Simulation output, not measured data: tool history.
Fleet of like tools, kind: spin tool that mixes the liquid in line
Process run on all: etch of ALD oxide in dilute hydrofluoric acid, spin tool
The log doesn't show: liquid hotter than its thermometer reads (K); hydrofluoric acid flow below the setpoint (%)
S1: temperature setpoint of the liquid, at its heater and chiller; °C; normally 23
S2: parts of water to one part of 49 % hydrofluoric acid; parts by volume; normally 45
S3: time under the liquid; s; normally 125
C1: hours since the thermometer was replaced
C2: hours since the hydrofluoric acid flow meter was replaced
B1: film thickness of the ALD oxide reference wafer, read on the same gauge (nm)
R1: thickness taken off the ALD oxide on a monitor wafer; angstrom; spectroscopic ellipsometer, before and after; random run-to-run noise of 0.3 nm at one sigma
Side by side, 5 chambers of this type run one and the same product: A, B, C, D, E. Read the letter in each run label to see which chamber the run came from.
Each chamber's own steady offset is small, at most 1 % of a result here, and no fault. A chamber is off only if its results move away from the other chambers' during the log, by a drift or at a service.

run,hour,S1,S2,S3,C1,C2,B1,R1
1D,6.3,23,45,125,1371.6,66.8,80.024,469.01
2E,10.9,23,45,125,833.2,594.0,79.977,459.22
3C,18.2,23,45,125,462.2,328.1,79.997,456.47
4A,24.0,23,45,125,1910.0,909.1,79.938,467.39
5B,28.9,23,45,125,2521.6,976.7,80.070,468.64
6C,35.4,23,45,125,479.4,345.3,80.013,461.36
# hour 38.0: chamber E: hydrofluoric acid flow meter replaced
7B,39.0,23,45,125,2531.7,986.8,80.056,467.10
8D,45.9,23,45,125,1411.2,106.4,80.012,470.52
9A,51.0,23,45,125,1937.0,936.1,79.983,464.26
10E,58.4,23,45,125,880.7,20.5,80.018,465.62
11E,63.7,23,45,125,886.0,25.8,80.016,461.43
12B,69.9,23,45,125,2562.6,1017.7,80.022,469.80
13C,75.5,23,45,125,519.5,385.4,80.032,466.05
14D,79.9,23,45,125,1445.2,140.4,80.017,472.14
15A,85.2,23,45,125,1971.2,970.3,79.979,462.86
16D,91.4,23,45,125,1456.7,151.9,80.016,467.62
17C,96.6,23,45,125,540.6,406.5,79.949,462.75
18B,104.1,23,45,125,2596.8,1051.9,80.057,466.16
19E,107.6,23,45,125,929.9,69.7,79.994,457.68
20A,114.9,23,45,125,2000.9,1000.0,80.017,449.72
21E,118.5,23,45,125,940.8,80.6,80.024,466.07
22A,124.2,23,45,125,2010.2,1009.3,79.998,446.63
23D,129.4,23,45,125,1494.7,189.9,80.017,466.81
24C,136.9,23,45,125,580.9,446.8,79.978,462.94
25B,141.9,23,45,125,2634.6,1089.7,80.020,471.96
26D,146.0,23,45,180,1511.3,206.5,80.020,672.83
27A,151.1,23,45,180,2037.1,1036.2,79.933,639.45
28C,155.9,23,45,180,599.9,465.8,79.944,667.03
29E,163.0,23,45,180,985.3,125.1,80.038,660.23
30B,170.1,23,45,180,2662.8,1117.9,79.967,675.09
31C,174.1,23,45,125,618.1,484.0,79.974,465.37
32A,180.2,23,45,125,2066.2,1065.3,80.025,424.49

Next, all 5 chambers run the settings below, one line each with question marks for the results. What does each chamber give?
33A,185.6,23,45,100,,,,?
33B,185.6,23,45,100,,,,?
33C,185.6,23,45,100,,,,?
33D,185.6,23,45,100,,,,?
33E,185.6,23,45,100,,,,?

run,R1
33A,340.53
33B,378.06
33C,370.08
33D,376.05
33E,371.78
